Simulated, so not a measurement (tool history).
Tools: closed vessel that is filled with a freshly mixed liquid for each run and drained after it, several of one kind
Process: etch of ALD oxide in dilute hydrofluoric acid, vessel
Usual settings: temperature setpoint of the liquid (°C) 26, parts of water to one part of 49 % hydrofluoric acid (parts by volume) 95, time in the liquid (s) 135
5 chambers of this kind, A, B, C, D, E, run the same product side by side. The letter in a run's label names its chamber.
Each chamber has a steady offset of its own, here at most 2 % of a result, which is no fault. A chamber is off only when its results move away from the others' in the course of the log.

run,hour,temperature setpoint of the liquid (°C),parts of water to one part of 49 % hydrofluoric acid (parts by volume),time in the liquid (s),hours since the thermometer was replaced,hours since the hydrofluoric acid flow meter was replaced,"read-back film thickness of the ALD oxide reference wafer, read on the same gauge (nm)",thickness taken off the ALD oxide on a monitor wafer (Å)
# hour 5.7: chamber A: thermometer replaced
1E,7.9,26,95,135,352.7,314.7,140.01,220.98
2D,21.5,26,95,135,94.3,1181.9,140.01,217.23
3B,34,26,95,135,363.2,1202.5,140.02,220.41
4A,46.6,26,95,135,40.9,1446.9,140.01,224.89
5C,54.4,26,95,135,481.8,2015.5,139.98,216.88
6A,62.3,26,95,135,56.6,1462.6,140,222.63
7C,70.1,26,95,135,497.5,2031.2,139.98,217.38
8E,83.5,26,95,135,428.3,390.3,140,220.3
# hour 92: chamber C: hydrofluoric acid flow meter replaced
9D,92.1,26,95,135,164.9,1252.5,139.98,218.14
10B,101.6,26,95,135,430.8,1270.1,140.01,219.41
11E,116.4,26,95,135,461.2,423.2,140.03,220.31
12A,128.9,26,95,135,123.2,1529.2,139.97,222.92
13D,136,26,115,165,208.8,1296.4,139.99,216.71
14B,144.2,26,115,165,473.4,1312.7,140.02,214.23
15C,152.3,26,115,165,579.7,60.3,139.99,215.02
16A,165.3,26,115,165,159.6,1565.6,139.98,221.24
17C,173.9,26,115,165,601.3,81.9,140.02,214.83
18B,182.7,26,95,135,511.9,1351.2,140,219.42
19D,191.1,28.5,140,135,263.9,1351.5,139.98,154.45
20E,200.1,28.5,140,135,544.9,506.9,140,156.13
21A,214.3,28.5,140,135,208.6,1614.6,139.98,158.91
22D,224.9,28.5,140,135,297.7,1385.3,139.99,155.03
# hour 226.8: chamber B: hydrofluoric acid flow meter replaced
23E,235,28.5,140,135,579.8,541.8,139.99,156.78
24B,243.2,26,95,190,572.4,16.4,140,307.1
25C,254.5,26,95,190,681.9,162.5,140,305.94
26A,265.8,26,95,190,260.1,1666.1,140.02,315.55
27C,272.2,26,95,190,699.6,180.2,139.98,307.52
28D,280.1,26,95,190,352.9,1440.5,140.01,308.01
29E,290.3,26,95,135,635.1,597.1,140,220.55
30B,301.3,26,95,135,630.5,74.5,140,218.4
31B,311.1,26,95,135,640.3,84.3,140,219.15
32C,324.9,26,95,135,752.3,232.9,139.99,217.55
33A,339.3,28,135,135,333.6,1739.6,140,162.53
34E,352.4,28,135,135,697.2,659.2,140.03,158.51
35D,359.3,28,135,135,432.1,1519.7,140.01,159.2
# hour 371.7: chamber A: hydrofluoric acid flow meter replaced
36B,372.1,28,135,135,701.3,145.3,140.01,158.89
37E,381.5,28,135,135,726.3,688.3,140.02,160.22
38A,391.3,26,95,135,385.6,19.7,140.02,224.39

What goes on in this fleet: one chamber off, a drifting gauge, or nothing beyond the chambers' own small offsets? Name the chamber and the cause, if any.

No chamber stands off beyond its own small offset, and the gauge holds steady.
